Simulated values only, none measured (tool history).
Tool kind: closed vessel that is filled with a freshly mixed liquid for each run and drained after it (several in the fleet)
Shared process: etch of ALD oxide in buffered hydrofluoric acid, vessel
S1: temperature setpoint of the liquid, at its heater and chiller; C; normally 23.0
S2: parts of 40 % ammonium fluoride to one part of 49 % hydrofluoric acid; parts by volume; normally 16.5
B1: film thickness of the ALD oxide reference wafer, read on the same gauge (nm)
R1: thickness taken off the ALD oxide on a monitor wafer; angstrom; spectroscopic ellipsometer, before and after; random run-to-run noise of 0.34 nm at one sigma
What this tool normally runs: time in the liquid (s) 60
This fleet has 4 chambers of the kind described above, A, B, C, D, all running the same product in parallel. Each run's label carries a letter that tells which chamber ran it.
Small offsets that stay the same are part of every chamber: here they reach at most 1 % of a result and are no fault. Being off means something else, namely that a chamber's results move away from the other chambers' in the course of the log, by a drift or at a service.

Run 1B, hour 6.9: usual settings; B1 30.004. Result: R1 748.16 angstrom.
Run 2C, hour 13.6: usual settings; B1 30.001. Result: R1 746.48 angstrom.
Run 3A, hour 19.4: usual settings; B1 29.981. Result: R1 754.79 angstrom.
Run 4D, hour 25.2: usual settings; B1 29.985. Result: R1 743.68 angstrom.
Run 5C, hour 29.8: usual settings but time in the liquid (s) 30; B1 29.993. Result: R1 373.10 angstrom.
Run 6A, hour 38.8: usual settings but time in the liquid (s) 30; B1 29.983. Result: R1 378.89 angstrom.
Run 7D, hour 42.8: usual settings but time in the liquid (s) 30; B1 29.991. Result: R1 371.81 angstrom.
Run 8B, hour 49.9: usual settings but time in the liquid (s) 30; B1 29.985. Result: R1 375.16 angstrom.
Run 9B, hour 56.4: usual settings; B1 30.022. Result: R1 749.53 angstrom.
Run 10D, hour 64.1: usual settings; B1 30.020. Result: R1 742.85 angstrom.
Run 11C, hour 68.8: usual settings; B1 30.005. Result: R1 749.40 angstrom.
Run 12A, hour 73.3: usual settings; B1 29.995. Result: R1 750.42 angstrom.
Run 13A, hour 78.3: usual settings but S2 19.5 parts by volume; B1 30.000. Result: R1 636.92 angstrom.
Run 14D, hour 84.3: usual settings but S2 19.5 parts by volume; B1 30.013. Result: R1 633.44 angstrom.
Run 15B, hour 89.2: usual settings but S2 19.5 parts by volume; B1 30.004. Result: R1 628.03 angstrom.
Run 16C, hour 96.5: usual settings but S2 19.5 parts by volume; B1 29.988. Result: R1 633.21 angstrom.
Run 17A, hour 104.3: usual settings; B1 30.000. Result: R1 754.44 angstrom.
Run 18D, hour 110.0: usual settings; B1 30.011. Result: R1 736.54 angstrom.
Run 19B, hour 114.9: usual settings; B1 29.993. Result: R1 748.86 angstrom.
Run 20C, hour 119.3: usual settings; B1 29.999. Result: R1 749.82 angstrom.
Run 21D, hour 123.5: usual settings; B1 29.992. Result: R1 745.87 angstrom.
At hour 127.9: chamber B: hydrofluoric acid flow meter replaced.
Run 22C, hour 129.2: usual settings; B1 30.009. Result: R1 751.92 angstrom.
Run 23B, hour 133.5: usual settings; B1 30.005. Result: R1 750.41 angstrom.
Run 24A, hour 138.4: usual settings; B1 30.016. Result: R1 755.40 angstrom.
Run 25D, hour 146.3: usual settings; B1 30.040. Result: R1 745.45 angstrom.
Run 26A, hour 154.1: usual settings but S1 18.5 C; B1 30.009. Result: R1 584.70 angstrom.
Run 27C, hour 159.4: usual settings but S1 18.5 C; B1 30.013. Result: R1 585.83 angstrom.
Run 28B, hour 167.1: usual settings but S1 18.5 C; B1 29.998. Result: R1 584.62 angstrom.
Run 29B, hour 172.5: usual settings but S1 18.5 C; B1 30.043. Result: R1 582.50 angstrom.
Run 30A, hour 176.4: usual settings; B1 30.020. Result: R1 755.22 angstrom.
Run 31C, hour 182.9: usual settings but S1 25.0 C; B1 30.025. Result: R1 834.16 angstrom.
Run 32D, hour 187.3: usual settings but S1 25.0 C; B1 29.995. Result: R1 832.79 angstrom.
Run 33D, hour 193.3: usual settings but S1 25.0 C; B1 30.034. Result: R1 829.24 angstrom.
Run 34C, hour 201.0: usual settings but S1 25.0 C; B1 30.002. Result: R1 836.91 angstrom.
Run 35B, hour 209.9: usual settings; B1 29.987. Result: R1 752.71 angstrom.
Run 36A, hour 216.0: usual settings; B1 30.000. Result: R1 749.90 angstrom.
Run 37A, hour 219.9: usual settings; B1 29.994. Result: R1 753.78 angstrom.
Run 38B, hour 226.5: usual settings; B1 29.987. Result: R1 754.89 angstrom.
Run 39C, hour 231.4: usual settings; B1 30.021. Result: R1 748.14 angstrom.
Run 40D, hour 240.1: usual settings; B1 30.019. Result: R1 750.24 angstrom.
Run 41C, hour 246.8: usual settings; B1 29.995. Result: R1 747.15 angstrom.
Run 42D, hour 255.8: usual settings; B1 30.030. Result: R1 745.83 angstrom.
Run 43A, hour 262.1: usual settings; B1 30.000. Result: R1 749.31 angstrom.
Run 44B, hour 266.7: usual settings; B1 29.975. Result: R1 752.12 angstrom.

Predict what each chamber gives when all 4 of them run the settings below next.
Run 45A, hour 273.2: usual settings. Result: R1 ?.
Run 45B, hour 273.2: usual settings. Result: R1 ?.
Run 45C, hour 273.2: usual settings. Result: R1 ?.
Run 45D, hour 273.2: usual settings. Result: R1 ?.

run      R1
45A  750.29
45B  750.15
45C  749.04
45D  744.47
